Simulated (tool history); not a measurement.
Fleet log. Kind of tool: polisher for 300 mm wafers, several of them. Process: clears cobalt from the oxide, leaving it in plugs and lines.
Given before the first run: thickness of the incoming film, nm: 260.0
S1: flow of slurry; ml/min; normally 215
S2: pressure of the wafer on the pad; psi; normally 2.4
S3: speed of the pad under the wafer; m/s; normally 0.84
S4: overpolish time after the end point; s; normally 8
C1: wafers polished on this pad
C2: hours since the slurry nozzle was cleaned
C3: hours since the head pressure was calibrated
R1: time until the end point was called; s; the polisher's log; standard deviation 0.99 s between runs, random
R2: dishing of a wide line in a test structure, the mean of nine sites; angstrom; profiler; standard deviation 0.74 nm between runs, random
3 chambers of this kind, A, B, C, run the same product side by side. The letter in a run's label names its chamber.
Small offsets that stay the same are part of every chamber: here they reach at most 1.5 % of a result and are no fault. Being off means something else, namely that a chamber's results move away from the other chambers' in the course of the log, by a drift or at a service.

At hour 7.7: chamber A: worn pad replaced by a new one.
Run 1C, hour 14.2: usual settings; C1 294; C2 691.4; C3 168.6. Result: R1 57.302 s, R2 295.95 angstrom.
Run 2B, hour 23.8: usual settings; C1 1018; C2 300.7; C3 274.6. Result: R1 57.975 s, R2 299.63 angstrom.
At hour 28.5: chamber A: slurry nozzle cleaned.
Run 3A, hour 35.6: usual settings; C1 414; C2 7.2; C3 105. Result: R1 56.392 s, R2 312.16 angstrom.
At hour 37.1: chamber B: head pressure recalibrated.
At hour 41.1: chamber B: worn pad replaced by a new one.
Run 4B, hour 48.5: usual settings; C1 110; C2 325.4; C3 11.4. Result: R1 57.75 s, R2 296.31 angstrom.
Run 5C, hour 59.5: usual settings; C1 964; C2 736.7; C3 213.9. Result: R1 57.013 s, R2 300.17 angstrom.
Run 6A, hour 73.6: usual settings; C1 976; C2 45.2; C3 143. Result: R1 57.251 s, R2 296.74 angstrom.
At hour 79.1: chamber C: worn pad replaced by a new one.
At hour 80.1: chamber A: worn pad replaced by a new one.
Run 7B, hour 86.5: usual settings; C1 672; C2 363.4; C3 49.4. Result: R1 58.055 s, R2 312.28 angstrom.
Run 8A, hour 100.9: usual settings but S1 255 ml/min, S4 13 s; C1 308; C2 72.5; C3 170.3. Result: R1 56.738 s, R2 439.07 angstrom.
Run 9C, hour 109.9: usual settings but S1 255 ml/min, S4 13 s; C1 455; C2 787.1; C3 264.3. Result: R1 58.053 s, R2 448.35 angstrom.
At hour 110.7: chamber B: slurry nozzle cleaned.
At hour 120.1: chamber B: worn pad replaced by a new one.
Run 10B, hour 120.1: usual settings but S1 255 ml/min, S4 13 s; C1 1; C2 9.4; C3 83. Result: R1 56.069 s, R2 463.49 angstrom.
At hour 126.1: chamber C: slurry nozzle cleaned.
Run 11A, hour 131.5: usual settings; C1 761; C2 103.1; C3 200.9. Result: R1 59.957 s, R2 299.88 angstrom.
Run 12C, hour 138.8: usual settings; C1 883; C2 12.7; C3 293.2. Result: R1 56.652 s, R2 304.91 angstrom.
Run 13A, hour 149.2: usual settings; C1 1023; C2 120.8; C3 218.6. Result: R1 59.715 s, R2 289.16 angstrom.
At hour 158.2: chamber A: worn pad replaced by a new one.
Run 14C, hour 161: usual settings; C1 1211; C2 34.9; C3 315.4. Result: R1 57.439 s, R2 295.23 angstrom.
At hour 165.8: chamber C: worn pad replaced by a new one.
Run 15B, hour 173.7: usual settings; C1 794; C2 63; C3 136.6. Result: R1 56.314 s, R2 289.89 angstrom.
Run 16A, hour 185.7: usual settings; C1 406; C2 157.3; C3 255.1. Result: R1 57.773 s, R2 300.93 angstrom.
Run 17B, hour 194.9: usual settings but S2 3 psi, S4 9 s; C1 1107; C2 84.2; C3 157.8. Result: R1 47.806 s, R2 393.31 angstrom.
At hour 196.1: chamber B: worn pad replaced by a new one.
Run 18C, hour 208.1: usual settings but S2 3 psi, S4 9 s; C1 626; C2 82; C3 362.5. Result: R1 46.665 s, R2 401.4 angstrom.
Run 19C, hour 217.5: usual settings but S2 3 psi, S4 9 s; C1 765; C2 91.4; C3 371.9. Result: R1 44.616 s, R2 390.07 angstrom.
Run 20A, hour 226.9: usual settings; C1 1016; C2 198.5; C3 296.3. Result: R1 58.797 s, R2 288.13 angstrom.
Run 21B, hour 239.8: usual settings; C1 646; C2 129.1; C3 202.7. Result: R1 58.148 s, R2 305.86 angstrom.
At hour 240.9: chamber A: worn pad replaced by a new one.
Run 22B, hour 251.2: usual settings; C1 815; C2 140.5; C3 214.1. Result: R1 57.261 s, R2 295.36 angstrom.
At hour 260.2: chamber C: worn pad replaced by a new one.
Run 23A, hour 265.8: usual settings; C1 368; C2 237.4; C3 335.2. Result: R1 59.199 s, R2 305.05 angstrom.
Run 24C, hour 280.2: usual settings; C1 296; C2 154.1; C3 434.6. Result: R1 56.817 s, R2 281.21 angstrom.
At hour 287.9: chamber B: worn pad replaced by a new one.
Run 25C, hour 292.2: usual settings; C1 474; C2 166.1; C3 446.6. Result: R1 58.281 s, R2 308.24 angstrom.
Run 26B, hour 303.3: usual settings; C1 228; C2 192.6; C3 266.2. Result: R1 57.08 s, R2 303.39 angstrom.
Run 27A, hour 315.6: usual settings; C1 1105; C2 287.2; C3 385. Result: R1 56.711 s, R2 288 angstrom.
At hour 326.5: chamber A: worn pad replaced by a new one.
Run 28B, hour 326.9: usual settings; C1 577; C2 216.2; C3 289.8. Result: R1 56.357 s, R2 294.77 angstrom.
At hour 341.3: chamber B: head pressure recalibrated.
Run 29C, hour 341.4: usual settings; C1 1201; C2 215.3; C3 495.8. Result: R1 57.327 s, R2 298.69 angstrom.
At hour 348.2: chamber C: worn pad replaced by a new one.
Run 30A, hour 349.5: usual settings; C1 341; C2 321.1; C3 418.9. Result: R1 59.396 s, R2 310.19 angstrom.
Run 31C, hour 361.1: usual settings; C1 191; C2 235; C3 515.5. Result: R1 59.785 s, R2 301.63 angstrom.
At hour 365.5: chamber B: worn pad replaced by a new one.
Run 32B, hour 369.8: usual settings; C1 63; C2 259.1; C3 28.5. Result: R1 57.392 s, R2 303.16 angstrom.
Run 33A, hour 379.9: usual settings; C1 791; C2 351.5; C3 449.3. Result: R1 57.567 s, R2 301.75 angstrom.
Run 34A, hour 388.9: usual settings; C1 924; C2 360.5; C3 458.3. Result: R1 56.853 s, R2 307.6 angstrom.
Run 35B, hour 396: usual settings; C1 451; C2 285.3; C3 54.7. Result: R1 58.106 s, R2 293.85 angstrom.
Run 36C, hour 403: usual settings; C1 811; C2 276.9; C3 557.4. Result: R1 57.84 s, R2 299.96 angstrom.
Run 37B, hour 412.3: usual settings; C1 692; C2 301.6; C3 71. Result: R1 57.525 s, R2 294.56 angstrom.

Is one chamber off against the others, does the gauge drift, or is nothing wrong? If a chamber is off, say which, and what the likeliest cause is.

No chamber stands off beyond its own small offset, and the gauge holds steady.
